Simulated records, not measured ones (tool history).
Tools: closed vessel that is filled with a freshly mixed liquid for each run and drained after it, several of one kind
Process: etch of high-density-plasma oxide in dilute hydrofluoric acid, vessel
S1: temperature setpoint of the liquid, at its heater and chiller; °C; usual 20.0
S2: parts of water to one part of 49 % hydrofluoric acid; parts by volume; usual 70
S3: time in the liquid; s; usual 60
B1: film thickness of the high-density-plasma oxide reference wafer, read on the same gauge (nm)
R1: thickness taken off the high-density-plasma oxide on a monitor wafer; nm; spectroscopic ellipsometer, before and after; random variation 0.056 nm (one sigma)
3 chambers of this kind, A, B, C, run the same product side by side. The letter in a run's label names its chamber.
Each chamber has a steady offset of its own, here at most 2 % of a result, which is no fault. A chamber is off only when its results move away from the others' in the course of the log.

{"run": "1B", "hour": 13.7, "S1": 20.0, "S2": 70, "S3": 60, "B1": 140.0, "R1": 6.5927}
{"run": "2C", "hour": 23.5, "S1": 20.0, "S2": 70, "S3": 60, "B1": 140.0, "R1": 6.5818}
{"run": "3A", "hour": 36.4, "S1": 20.0, "S2": 70, "S3": 60, "B1": 140.0, "R1": 6.6746}
{"run": "4B", "hour": 51.7, "S1": 20.0, "S2": 70, "S3": 60, "B1": 139.98, "R1": 6.6241}
{"run": "5A", "hour": 61.2, "S1": 17.0, "S2": 70, "S3": 60, "B1": 140.02, "R1": 5.8868}
{"run": "6C", "hour": 71.9, "S1": 17.0, "S2": 70, "S3": 60, "B1": 140.0, "R1": 5.6967}
{"run": "7A", "hour": 83.7, "S1": 17.0, "S2": 70, "S3": 60, "B1": 140.01, "R1": 5.8668}
{"run": "8B", "hour": 96.0, "S1": 17.0, "S2": 70, "S3": 35, "B1": 140.02, "R1": 3.4346}
{"run": "9C", "hour": 106.0, "S1": 17.0, "S2": 70, "S3": 35, "B1": 139.94, "R1": 3.3984}
{"run": "10B", "hour": 113.8, "S1": 17.0, "S2": 70, "S3": 35, "B1": 140.02, "R1": 3.4659}
{"run": "11C", "hour": 125.3, "S1": 20.0, "S2": 70, "S3": 60, "B1": 140.0, "R1": 6.5258}
{"run": "12A", "hour": 134.2, "S1": 20.0, "S2": 70, "S3": 60, "B1": 139.99, "R1": 6.6801}
{"run": "13B", "hour": 148.9, "S1": 20.0, "S2": 45, "S3": 70, "B1": 140.0, "R1": 12.531}
{"run": "14C", "hour": 161.9, "S1": 20.0, "S2": 45, "S3": 70, "B1": 140.01, "R1": 12.095}
{"run": "15A", "hour": 177.0, "S1": 20.0, "S2": 45, "S3": 70, "B1": 140.0, "R1": 12.248}
{"run": "16C", "hour": 187.6, "S1": 23.5, "S2": 70, "S3": 60, "B1": 139.99, "R1": 7.6026}
{"run": "17B", "hour": 196.1, "S1": 23.5, "S2": 70, "S3": 60, "B1": 140.01, "R1": 7.7741}
{"run": "18A", "hour": 210.4, "S1": 23.5, "S2": 70, "S3": 60, "B1": 139.98, "R1": 7.4701}
{"run": "19B", "hour": 222.3, "S1": 20.0, "S2": 70, "S3": 60, "B1": 139.99, "R1": 6.6615}
{"run": "20A", "hour": 232.5, "S1": 20.0, "S2": 70, "S3": 60, "B1": 139.99, "R1": 6.4717}
{"run": "21C", "hour": 247.3, "S1": 20.0, "S2": 70, "S3": 60, "B1": 140.02, "R1": 6.5796}
{"run": "22B", "hour": 259.9, "S1": 20.0, "S2": 70, "S3": 60, "B1": 140.01, "R1": 6.6296}
{"run": "23C", "hour": 269.1, "S1": 20.0, "S2": 70, "S3": 60, "B1": 139.99, "R1": 6.5265}
{"run": "24A", "hour": 282.8, "S1": 20.0, "S2": 70, "S3": 60, "B1": 139.99, "R1": 6.3676}
{"run": "25C", "hour": 293.3, "S1": 20.0, "S2": 70, "S3": 60, "B1": 140.01, "R1": 6.4386}
{"run": "26A", "hour": 308.5, "S1": 18.0, "S2": 60, "S3": 60, "B1": 140.04, "R1": 6.7907}
{"run": "27B", "hour": 317.8, "S1": 18.0, "S2": 60, "S3": 60, "B1": 139.97, "R1": 7.0931}
{"run": "28C", "hour": 332.8, "S1": 18.0, "S2": 60, "S3": 60, "B1": 139.99, "R1": 7.096}
{"run": "29B", "hour": 339.8, "S1": 22.5, "S2": 50, "S3": 60, "B1": 139.99, "R1": 10.719}
{"run": "30A", "hour": 348.3, "S1": 22.5, "S2": 50, "S3": 60, "B1": 140.02, "R1": 9.9281}
{"run": "31A", "hour": 358.6, "S1": 22.5, "S2": 50, "S3": 60, "B1": 139.96, "R1": 9.7448}
{"run": "32B", "hour": 367.7, "S1": 20.0, "S2": 70, "S3": 60, "B1": 140.0, "R1": 6.6163}
{"run": "33C", "hour": 381.7, "S1": 20.0, "S2": 70, "S3": 60, "B1": 139.99, "R1": 6.6018}
{"run": "34B", "hour": 394.0, "S1": 20.0, "S2": 70, "S3": 60, "B1": 140.0, "R1": 6.6761}
{"run": "35C", "hour": 406.5, "S1": 20.0, "S2": 70, "S3": 60, "B1": 139.96, "R1": 6.6021}
{"run": "36A", "hour": 414.8, "S1": 20.0, "S2": 70, "S3": 60, "B1": 140.02, "R1": 6.0893}
{"run": "37B", "hour": 430.2, "S1": 20.0, "S2": 70, "S3": 60, "B1": 140.0, "R1": 6.6872}

Next, every chamber runs the same settings. What will each give?
{"run": "38A", "hour": 441.4, "S1": 20.0, "S2": 70, "S3": 45, "R1": "?"}
{"run": "38B", "hour": 441.4, "S1": 20.0, "S2": 70, "S3": 45, "R1": "?"}
{"run": "38C", "hour": 441.4, "S1": 20.0, "S2": 70, "S3": 45, "R1": "?"}

run=38A R1=4.4637
run=38B R1=5.0304
run=38C R1=5.0239
